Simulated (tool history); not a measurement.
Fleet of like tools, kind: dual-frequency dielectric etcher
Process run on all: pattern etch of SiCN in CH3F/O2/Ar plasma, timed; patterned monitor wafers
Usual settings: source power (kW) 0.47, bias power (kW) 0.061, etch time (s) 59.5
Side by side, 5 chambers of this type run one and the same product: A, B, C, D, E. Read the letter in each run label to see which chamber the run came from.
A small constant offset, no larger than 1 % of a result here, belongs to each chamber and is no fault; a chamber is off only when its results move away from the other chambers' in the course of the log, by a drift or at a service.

run,day,source power (kW),bias power (kW),etch time (s),"read-back reference wafer on the same gauge, depth_nm",mean etch depth across the wafer (nm)
1A,0.108,0.47,0.061,59.5,23.992,22.303
2D,0.212,0.47,0.061,59.5,23.984,22.42
3C,0.396,0.47,0.061,59.5,23.988,22.321
4E,0.529,0.47,0.061,59.5,24.012,22.267
5B,0.671,0.47,0.061,59.5,23.983,22.675
6B,0.867,0.47,0.061,59.5,24,22.673
7A,0.983,0.47,0.061,72,23.988,26.964
8C,1.146,0.47,0.061,72,23.986,27.083
9D,1.25,0.47,0.061,72,23.993,27.149
10E,1.392,0.47,0.061,72,24.009,26.962
# day 1.45: chamber A: wet clean of the chamber
11E,1.571,0.47,0.061,72,24.018,26.958
12D,1.675,0.47,0.061,59.5,24.006,22.469
13A,1.871,0.47,0.061,59.5,23.992,22.221
# day 1.967: chamber D: wet clean of the chamber
14B,2.067,0.47,0.061,59.5,23.992,22.611
15C,2.192,0.47,0.061,59.5,24.002,22.407
16C,2.279,0.47,0.061,59.5,23.995,22.471
17B,2.438,0.57,0.061,59.5,24.02,24.338
18E,2.583,0.57,0.061,59.5,24.007,23.995
19D,2.754,0.57,0.061,59.5,24.008,24.073
20A,2.933,0.57,0.061,59.5,24.008,24
21E,3.021,0.57,0.061,59.5,24.024,24.073
22D,3.133,0.47,0.061,59.5,24.005,22.438
23A,3.233,0.47,0.061,59.5,24.007,22.2
24B,3.367,0.47,0.061,59.5,23.997,22.307
25C,3.467,0.47,0.061,75.5,23.988,28.367
26A,3.608,0.47,0.061,75.5,24.008,28.314
27D,3.729,0.47,0.061,75.5,24.02,28.524
28E,3.896,0.47,0.061,75.5,24.001,28.177
29C,4.021,0.47,0.061,75.5,24,28.409
30B,4.188,0.47,0.061,59.5,24.016,22.241
31A,4.333,0.47,0.061,59.5,23.988,22.281
32C,4.462,0.47,0.061,59.5,24.008,22.502
33D,4.571,0.47,0.061,59.5,23.996,22.484
34B,4.762,0.47,0.061,59.5,24.007,22.07
35E,4.879,0.47,0.061,59.5,24.01,22.403
36B,5.008,0.47,0.061,59.5,24.002,21.968
37A,5.162,0.47,0.061,59.5,23.986,22.145
38D,5.304,0.47,0.061,59.5,23.991,22.489
39C,5.392,0.47,0.061,59.5,23.994,22.481

Next, all 5 chambers run the settings below, one line each with question marks for the results. What does each chamber give?
40A,5.538,0.47,0.061,59.5,,?
40B,5.538,0.47,0.061,59.5,,?
40C,5.538,0.47,0.061,59.5,,?
40D,5.538,0.47,0.061,59.5,,?
40E,5.538,0.47,0.061,59.5,,?

run,mean etch depth across the wafer (nm)
40A,22.309
40B,21.97
40C,22.548
40D,22.484
40E,22.247
